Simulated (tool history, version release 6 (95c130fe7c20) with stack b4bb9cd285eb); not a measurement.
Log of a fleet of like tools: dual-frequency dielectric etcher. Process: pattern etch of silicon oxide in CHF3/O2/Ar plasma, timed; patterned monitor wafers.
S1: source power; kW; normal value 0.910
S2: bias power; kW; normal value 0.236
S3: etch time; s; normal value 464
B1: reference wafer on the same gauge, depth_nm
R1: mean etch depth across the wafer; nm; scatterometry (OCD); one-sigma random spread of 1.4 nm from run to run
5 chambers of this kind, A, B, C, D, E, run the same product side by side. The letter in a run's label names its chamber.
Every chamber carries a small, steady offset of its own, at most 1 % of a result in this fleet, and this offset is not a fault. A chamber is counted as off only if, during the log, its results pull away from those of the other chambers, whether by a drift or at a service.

run   hour     S1     S2   S3      B1      R1
 1A    3.6  0.910  0.236  464  1409.6  1183.6
 2B    7.0  0.910  0.236  464  1409.3  1176.8
 3D   11.8  0.910  0.236  464  1409.1  1174.0
 4E   15.7  0.910  0.236  464  1409.8  1178.0
 5C   21.5  0.910  0.236  464  1408.8  1178.6
 6C   25.5  0.910  0.236  464  1408.7  1178.2
 7A   28.4  0.910  0.236  506  1408.3  1292.6
      28.8  -- chamber A: wet clean of the chamber
 8D   31.9  0.910  0.236  506  1408.7  1283.8
 9E   36.2  0.910  0.236  506  1408.2  1285.1
10B   40.5  0.910  0.236  506  1407.8  1283.8
11C   45.0  0.910  0.236  506  1407.8  1281.3
12B   50.4  0.910  0.236  464  1407.7  1175.8
13A   53.1  0.910  0.184  464  1407.0  1089.7
14D   59.1  0.910  0.184  464  1407.1  1076.6
15E   64.0  0.910  0.184  464  1406.9  1083.2
16E   69.0  0.910  0.184  464  1406.5  1080.3
17C   72.8  0.910  0.184  464  1406.6  1083.8
18A   75.9  0.910  0.236  464  1406.4  1184.9
19B   81.4  0.910  0.236  464  1406.4  1173.1
20D   86.0  0.910  0.236  464  1406.1  1170.6
21D   89.8  0.910  0.236  464  1405.2  1173.4
22A   92.4  0.910  0.236  464  1405.9  1184.2
23E   97.4  0.910  0.236  464  1405.1  1175.3
24B  102.8  0.910  0.236  464  1404.7  1173.8
25C  108.2  0.910  0.236  464  1405.3  1174.5
26E  112.4  0.910  0.236  464  1404.8  1176.0
27B  116.1  0.910  0.236  464  1404.1  1172.0
28C  121.7  0.910  0.236  464  1403.8  1172.7
29A  125.9  0.910  0.236  464  1404.1  1184.3
30D  130.0  0.910  0.236  464  1403.7  1172.5
31E  135.8  0.910  0.236  464  1404.0  1173.7
32D  139.2  0.910  0.236  464  1403.8  1170.8
33B  143.3  0.910  0.236  464  1403.1  1170.4

Next, all 5 chambers run the settings below, one line each with question marks for the results. What does each chamber give?
34A  147.6  0.910  0.236  464       ?
34B  147.6  0.910  0.236  464       ?
34C  147.6  0.910  0.236  464       ?
34D  147.6  0.910  0.236  464       ?
34E  147.6  0.910  0.236  464       ?

run      R1
34A  1181.9
34B  1170.2
34C  1171.2
34D  1167.8
34E  1173.1
